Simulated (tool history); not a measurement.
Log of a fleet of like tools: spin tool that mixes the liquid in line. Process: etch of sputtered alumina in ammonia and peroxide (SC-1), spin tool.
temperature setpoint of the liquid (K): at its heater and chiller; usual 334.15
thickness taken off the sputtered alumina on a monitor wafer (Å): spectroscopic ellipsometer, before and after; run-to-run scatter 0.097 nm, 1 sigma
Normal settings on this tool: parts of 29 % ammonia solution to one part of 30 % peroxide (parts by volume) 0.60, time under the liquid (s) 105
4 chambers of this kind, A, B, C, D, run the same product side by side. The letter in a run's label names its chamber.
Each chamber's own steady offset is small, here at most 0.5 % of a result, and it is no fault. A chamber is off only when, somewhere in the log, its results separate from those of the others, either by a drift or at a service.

run	hour	temperature setpoint of the liquid (K)	parts of 29 % ammonia solution to one part of 30 % peroxide (parts by volume)	time under the liquid (s)	hours since the thermometer was replaced	hours since the ammonia flow meter was replaced	hours since the heated supply line was repaired	hours since the drum of ammonia solution was connected	read-back film thickness of the sputtered alumina reference wafer, read on the same gauge (nm)	thickness taken off the sputtered alumina on a monitor wafer (Å)
1A	8.0	334.15	0.60	105	648.6	641.4	605.8	455.2	110.00	101.590
2D	13.9	334.15	0.60	105	88.2	1025.8	1659.7	135.2	110.01	102.770
3C	20.1	334.15	0.60	105	1593.8	403.4	1326.7	595.2	109.99	103.080
4B	28.8	334.15	0.60	105	960.8	410.7	2503.5	527.4	110.03	102.640
5A	37.0	325.65	0.35	105	677.6	670.4	634.8	484.2	109.98	62.267
6C	41.7	325.65	0.35	105	1615.4	425.0	1348.3	616.8	109.97	62.309
7B	46.0	325.65	0.35	105	978.0	427.9	2520.7	544.6	110.01	63.037
8D	54.7	325.65	0.35	105	129.0	1066.6	1700.5	176.0	109.99	62.288
9B	62.3	334.15	0.60	105	994.3	444.2	2537.0	560.9	110.00	104.290
10C	66.4	334.15	0.60	105	1640.1	449.7	1373.0	641.5	109.99	99.245
11D	71.8	334.15	0.60	105	146.1	1083.7	1717.6	193.1	109.98	103.450
12A	76.0	334.15	0.60	105	716.6	709.4	673.8	523.2	109.99	102.650
13A	80.1	334.15	0.60	105	720.7	713.5	677.9	527.3	109.99	103.460
14D	85.9	334.15	0.60	105	160.2	1097.8	1731.7	207.2	109.98	102.360
15C	92.7	334.15	0.60	105	1666.4	476.0	1399.3	667.8	110.00	98.328
16B	98.8	334.15	0.60	105	1030.8	480.7	2573.5	597.4	110.00	105.350
17D	104.4	334.15	0.60	105	178.7	1116.3	1750.2	225.7	110.03	101.640
18A	108.8	334.15	0.60	105	749.4	742.2	706.6	556.0	110.01	103.180
19B	115.1	334.15	0.60	105	1047.1	497.0	2589.8	613.7	109.98	103.490
20C	119.9	334.15	0.60	105	1693.6	503.2	1426.5	695.0	109.96	94.467
21A	128.8	334.15	0.60	105	769.4	762.2	726.6	576.0	110.01	101.360
22C	136.5	334.15	0.60	105	1710.2	519.8	1443.1	711.6	110.01	92.169
23B	143.0	334.15	0.60	105	1075.0	524.9	2617.7	641.6	110.00	105.590
24D	150.3	334.15	0.60	105	224.6	1162.2	1796.1	271.6	110.00	103.830

Does one chamber stand apart from the rest, does the shared gauge drift, or is all well apart from small per-chamber offsets? Give the chamber and the most likely cause, where there is one.

One chamber, C, drifts off from the rest bit by bit.
What lies behind it: temperature lost on the way to the wafer (K) = 2.52.
The log may not separate it from: liquid colder than its thermometer reads (K).

Which of the 4 candidates below, each the usual settings with something changed and its results left as question marks, puts chamber C back in line with what the other chambers give on the usual settings?
In line here means within this much of the mean the other chambers give on the usual settings: thickness taken off the sputtered alumina on a monitor wafer (Å) 3.400
25C-1	157.0	335.15	0.60	105						?
25C-2	157.0	335.15	0.60	115						?
25C-3	157.0	331.65	0.60	105						?
25C-4	157.0	333.15	0.60	105						?

On the usual settings, the other chambers give on average: thickness taken off the sputtered alumina on a monitor wafer (Å) 103.200
run	thickness taken off the sputtered alumina on a monitor wafer (Å)
25C-1	95.321
25C-2	104.400
25C-3	79.167
25C-4	85.792
The right change is 25C-2: it brings the chamber back within the allowed miss of the others.

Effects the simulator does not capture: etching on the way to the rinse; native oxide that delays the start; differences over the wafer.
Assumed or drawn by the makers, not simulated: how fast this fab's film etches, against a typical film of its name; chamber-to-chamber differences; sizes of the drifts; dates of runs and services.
